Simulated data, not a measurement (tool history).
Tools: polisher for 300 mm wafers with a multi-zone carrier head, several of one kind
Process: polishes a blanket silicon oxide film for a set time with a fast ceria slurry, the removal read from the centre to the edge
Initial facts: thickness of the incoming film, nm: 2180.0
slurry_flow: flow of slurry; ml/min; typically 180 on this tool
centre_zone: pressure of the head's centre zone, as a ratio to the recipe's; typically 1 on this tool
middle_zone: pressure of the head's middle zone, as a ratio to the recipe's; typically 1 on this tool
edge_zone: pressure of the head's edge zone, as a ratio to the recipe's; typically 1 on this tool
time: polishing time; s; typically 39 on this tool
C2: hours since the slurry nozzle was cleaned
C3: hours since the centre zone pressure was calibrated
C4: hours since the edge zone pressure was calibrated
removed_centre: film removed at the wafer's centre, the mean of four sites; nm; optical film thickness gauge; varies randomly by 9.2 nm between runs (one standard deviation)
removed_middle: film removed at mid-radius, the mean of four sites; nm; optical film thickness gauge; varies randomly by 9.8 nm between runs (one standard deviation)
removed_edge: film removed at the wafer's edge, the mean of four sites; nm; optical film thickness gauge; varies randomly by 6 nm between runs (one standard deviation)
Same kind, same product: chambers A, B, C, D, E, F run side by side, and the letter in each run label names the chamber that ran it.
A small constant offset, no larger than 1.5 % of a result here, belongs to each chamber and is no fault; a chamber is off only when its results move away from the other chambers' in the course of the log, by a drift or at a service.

-- day=0.025 chamber E: worn pad replaced by a new one
run 1A day=0.196 | slurry_flow=180 centre_zone=1 middle_zone=1 edge_zone=1 time=39 | wafers_polished_on_this_pad=379 C2=288.9 C3=680.4 C4=233.5 | removed_centre=718.32 removed_middle=711.57 removed_edge=720.26
-- day=0.396 chamber D: worn pad replaced by a new one
run 2B day=0.412 | slurry_flow=180 centre_zone=1 middle_zone=1 edge_zone=1 time=39 | wafers_polished_on_this_pad=602 C2=602.8 C3=152.7 C4=580 | removed_centre=686.69 removed_middle=703.48 removed_edge=710.44
run 3E day=0.779 | slurry_flow=180 centre_zone=1 middle_zone=1 edge_zone=1 time=39 | wafers_polished_on_this_pad=229 C2=53.6 C3=577.3 C4=705.8 | removed_centre=715.94 removed_middle=721.23 removed_edge=733.69
run 4C day=0.946 | slurry_flow=180 centre_zone=1 middle_zone=1 edge_zone=1 time=39 | wafers_polished_on_this_pad=606 C2=79.1 C3=196.3 C4=374.6 | removed_centre=714.97 removed_middle=730.28 removed_edge=721.92
run 5D day=1.112 | slurry_flow=180 centre_zone=1 middle_zone=1 edge_zone=1 time=39 | wafers_polished_on_this_pad=218 C2=423.5 C3=405.8 C4=1564.7 | removed_centre=726.16 removed_middle=696.68 removed_edge=718.22
-- day=1.271 chamber C: worn pad replaced by a new one
run 6F day=1.417 | slurry_flow=180 centre_zone=1 middle_zone=1 edge_zone=1 time=39 | wafers_polished_on_this_pad=463 C2=653.5 C3=1184 C4=553.3 | removed_centre=693.77 removed_middle=721.53 removed_edge=711.52
-- day=1.442 chamber A: worn pad replaced by a new one
-- day=1.625 chamber B: worn pad replaced by a new one
run 7D day=1.696 | slurry_flow=180 centre_zone=1 middle_zone=1 edge_zone=1 time=39 | wafers_polished_on_this_pad=395 C2=437.5 C3=419.8 C4=1578.7 | removed_centre=735.85 removed_middle=736.32 removed_edge=708.81
run 8F day=1.862 | slurry_flow=180 centre_zone=1 middle_zone=1 edge_zone=1 time=39 | wafers_polished_on_this_pad=598 C2=664.2 C3=1194.7 C4=564 | removed_centre=722.49 removed_middle=714.79 removed_edge=708.08
run 9C day=2.054 | slurry_flow=180 centre_zone=1 middle_zone=1 edge_zone=1 time=39 | wafers_polished_on_this_pad=238 C2=105.7 C3=222.9 C4=401.2 | removed_centre=732.02 removed_middle=710.76 removed_edge=700.92
run 10E day=2.296 | slurry_flow=180 centre_zone=1 middle_zone=1 edge_zone=1 time=39 | wafers_polished_on_this_pad=690 C2=90 C3=613.7 C4=742.2 | removed_centre=710.39 removed_middle=697.81 removed_edge=727.52
run 11B day=2.467 | slurry_flow=180 centre_zone=1 middle_zone=1 edge_zone=1 time=39 | wafers_polished_on_this_pad=256 C2=652.1 C3=202 C4=629.3 | removed_centre=724.36 removed_middle=716.46 removed_edge=709.75
-- day=2.633 chamber D: worn pad replaced by a new one
run 12A day=2.758 | slurry_flow=180 centre_zone=1 middle_zone=1 edge_zone=1 time=39 | wafers_polished_on_this_pad=401 C2=350.4 C3=741.9 C4=295 | removed_centre=709.87 removed_middle=704.63 removed_edge=711.29
-- day=2.817 chamber D: edge zone pressure recalibrated
run 13E day=2.925 | slurry_flow=180 centre_zone=1 middle_zone=1 edge_zone=1 time=39 | wafers_polished_on_this_pad=882 C2=105.1 C3=628.8 C4=757.3 | removed_centre=725.14 removed_middle=713.27 removed_edge=727.3
-- day=3.05 chamber E: worn pad replaced by a new one
run 14D day=3.162 | slurry_flow=180 centre_zone=1 middle_zone=1 edge_zone=1 time=39 | wafers_polished_on_this_pad=161 C2=472.7 C3=455 C4=8.4 | removed_centre=743.99 removed_middle=706.03 removed_edge=715.07
run 15C day=3.375 | slurry_flow=180 centre_zone=1 middle_zone=1 edge_zone=1 time=39 | wafers_polished_on_this_pad=640 C2=137.4 C3=254.6 C4=432.9 | removed_centre=716.07 removed_middle=726.53 removed_edge=713.89
-- day=3.521 chamber F: worn pad replaced by a new one
run 16A day=3.571 | slurry_flow=180 centre_zone=1 middle_zone=1 edge_zone=1 time=39 | wafers_polished_on_this_pad=648 C2=369.9 C3=761.4 C4=314.5 | removed_centre=722.59 removed_middle=724.89 removed_edge=691.12
-- day=3.596 chamber A: worn pad replaced by a new one
run 17F day=3.925 | slurry_flow=180 centre_zone=1 middle_zone=1 edge_zone=1 time=39 | wafers_polished_on_this_pad=123 C2=713.7 C3=1244.2 C4=613.5 | removed_centre=717.61 removed_middle=719.14 removed_edge=705.54
-- day=4.162 chamber C: worn pad replaced by a new one
run 18B day=4.25 | slurry_flow=180 centre_zone=1 middle_zone=1 edge_zone=1.04 time=26 | wafers_polished_on_this_pad=798 C2=694.9 C3=244.8 C4=672.1 | removed_centre=477.64 removed_middle=473.36 removed_edge=491.22
-- day=4.45 chamber D: worn pad replaced by a new one
run 19A day=4.479 | slurry_flow=180 centre_zone=1 middle_zone=1 edge_zone=1.04 time=26 | wafers_polished_on_this_pad=268 C2=391.7 C3=783.2 C4=336.3 | removed_centre=475.09 removed_middle=478.1 removed_edge=477.08
-- day=4.512 chamber A: edge zone pressure recalibrated
-- day=4.662 chamber F: centre zone pressure recalibrated
run 20E day=4.783 | slurry_flow=180 centre_zone=1 middle_zone=1 edge_zone=1.04 time=26 | wafers_polished_on_this_pad=528 C2=149.7 C3=673.4 C4=801.9 | removed_centre=505.38 removed_middle=482.92 removed_edge=493.47
run 21F day=5.075 | slurry_flow=180 centre_zone=1 middle_zone=1 edge_zone=1.04 time=26 | wafers_polished_on_this_pad=473 C2=741.3 C3=10 C4=641.1 | removed_centre=472.73 removed_middle=480.35 removed_edge=484.07
-- day=5.408 chamber B: worn pad replaced by a new one
run 22C day=5.425 | slurry_flow=180 centre_zone=1 middle_zone=1 edge_zone=1.04 time=26 | wafers_polished_on_this_pad=384 C2=186.6 C3=303.8 C4=482.1 | removed_centre=476.22 removed_middle=485.19 removed_edge=482.76
-- day=5.475 chamber D: slurry nozzle cleaned
run 23D day=5.725 | slurry_flow=180 centre_zone=1 middle_zone=1 edge_zone=1.04 time=26 | wafers_polished_on_this_pad=388 C2=6 C3=516.5 C4=69.9 | removed_centre=490.36 removed_middle=485.77 removed_edge=482.52
-- day=5.804 chamber A: worn pad replaced by a new one
run 24B day=5.983 | slurry_flow=180 centre_zone=1 middle_zone=1 edge_zone=1 time=39 | wafers_polished_on_this_pad=175 C2=736.5 C3=286.4 C4=713.7 | removed_centre=719.54 removed_middle=707.65 removed_edge=718.88
-- day=6.242 chamber D: worn pad replaced by a new one
run 25A day=6.354 | slurry_flow=180 centre_zone=1 middle_zone=1 edge_zone=1 time=39 | wafers_polished_on_this_pad=167 C2=436.7 C3=828.2 C4=44.3 | removed_centre=710.97 removed_middle=702.49 removed_edge=710.95
-- day=6.525 chamber E: worn pad replaced by a new one
run 26D day=6.529 | slurry_flow=180 centre_zone=1 middle_zone=1 edge_zone=1 time=39 | wafers_polished_on_this_pad=88 C2=25.3 C3=535.8 C4=89.2 | removed_centre=742.09 removed_middle=723.18 removed_edge=719.65
-- day=6.617 chamber C: centre zone pressure recalibrated
run 27B day=6.754 | slurry_flow=180 centre_zone=1 middle_zone=1 edge_zone=1 time=39 | wafers_polished_on_this_pad=410 C2=755 C3=304.9 C4=732.2 | removed_centre=712.19 removed_middle=701.15 removed_edge=722.19
-- day=6.821 chamber C: worn pad replaced by a new one
-- day=6.875 chamber B: slurry nozzle cleaned
run 28F day=7.117 | slurry_flow=180 centre_zone=1 middle_zone=1 edge_zone=1 time=39 | wafers_polished_on_this_pad=1094 C2=790.3 C3=59 C4=690.1 | removed_centre=741.32 removed_middle=716.47 removed_edge=718.76
-- day=7.283 chamber F: worn pad replaced by a new one
run 29E day=7.362 | slurry_flow=180 centre_zone=1 middle_zone=1 edge_zone=1 time=39 | wafers_polished_on_this_pad=255 C2=211.6 C3=735.3 C4=863.8 | removed_centre=776.94 removed_middle=724.55 removed_edge=719.37
-- day=7.512 chamber E: slurry nozzle cleaned
run 30C day=7.675 | slurry_flow=180 centre_zone=1 middle_zone=1 edge_zone=1 time=39 | wafers_polished_on_this_pad=259 C2=240.6 C3=25.4 C4=536.1 | removed_centre=720.85 removed_middle=706.98 removed_edge=715.69
run 31E day=7.979 | slurry_flow=180 centre_zone=1 middle_zone=1 edge_zone=1 time=39 | wafers_polished_on_this_pad=442 C2=11.2 C3=750.1 C4=878.6 | removed_centre=787.32 removed_middle=705.76 removed_edge=716.93
-- day=8 chamber F: slurry nozzle cleaned
run 32D day=8.171 | slurry_flow=180 centre_zone=1 middle_zone=1 edge_zone=0.95 time=30 | wafers_polished_on_this_pad=587 C2=64.7 C3=575.2 C4=128.6 | removed_centre=561.25 removed_middle=537.41 removed_edge=538.4
-- day=8.221 chamber A: worn pad replaced by a new one
run 33A day=8.471 | slurry_flow=180 centre_zone=1 middle_zone=1 edge_zone=0.95 time=30 | wafers_polished_on_this_pad=76 C2=487.5 C3=879 C4=95.1 | removed_centre=557.48 removed_middle=563.74 removed_edge=533.96
run 34C day=8.742 | slurry_flow=180 centre_zone=1 middle_zone=1 edge_zone=0.95 time=30 | wafers_polished_on_this_pad=584 C2=266.2 C3=51 C4=561.7 | removed_centre=550.13 removed_middle=552.23 removed_edge=538.59
run 35B day=8.958 | slurry_flow=180 centre_zone=1 middle_zone=1 edge_zone=0.95 time=30 | wafers_polished_on_this_pad=1080 C2=50.1 C3=357.8 C4=785.1 | removed_centre=536.17 removed_middle=537.78 removed_edge=524.86
run 36F day=9.283 | slurry_flow=180 centre_zone=1 middle_zone=1 edge_zone=0.95 time=30 | wafers_polished_on_this_pad=609 C2=30.8 C3=111 C4=742.1 | removed_centre=543.64 removed_middle=542.94 removed_edge=541.22

One chamber off, gauge drift, or nothing amiss beyond the chambers' own small offsets? If it is a chamber, which one, and what is the likeliest cause?

Chamber E drifts away from the others.
Cause: centre zone's pressure above its setpoint, % = 11.7.

Here are 4 candidates for chamber E's next run, each the usual settings with a change, their results left as question marks. Which one brings its results back in line with what the others give on the usual settings?
Maximum distance from the other chambers' mean on the usual settings for a result to count as in line: removed_centre 32 nm; removed_middle 34 nm; removed_edge 21 nm
run 37E-1 day=9.558 | slurry_flow=180 centre_zone=1.03 middle_zone=0.99 edge_zone=0.99 time=39 | removed_centre=? removed_middle=? removed_edge=?
run 37E-2 day=9.558 | slurry_flow=180 centre_zone=0.97 middle_zone=1.01 edge_zone=1.01 time=39 | removed_centre=? removed_middle=? removed_edge=?
run 37E-3 day=9.558 | slurry_flow=185 centre_zone=1.08 middle_zone=0.97 edge_zone=0.98 time=40 | removed_centre=? removed_middle=? removed_edge=?
run 37E-4 day=9.558 | slurry_flow=175 centre_zone=0.92 middle_zone=1.03 edge_zone=1.02 time=38 | removed_centre=? removed_middle=? removed_edge=?

Mean of the other chambers on the usual settings: removed_centre 717.85 nm; removed_middle 712.64 nm; removed_edge 713.05 nm
run=37E-1 removed_centre=847.68 removed_middle=713.8 removed_edge=719.11
run=37E-2 removed_centre=793.61 removed_middle=727.27 removed_edge=726.52
run=37E-3 removed_centre=920.04 removed_middle=721.46 removed_edge=736.18
run=37E-4 removed_centre=725.63 removed_middle=718.42 removed_edge=709.01
With 37E-4, the chamber falls back in line with the rest.

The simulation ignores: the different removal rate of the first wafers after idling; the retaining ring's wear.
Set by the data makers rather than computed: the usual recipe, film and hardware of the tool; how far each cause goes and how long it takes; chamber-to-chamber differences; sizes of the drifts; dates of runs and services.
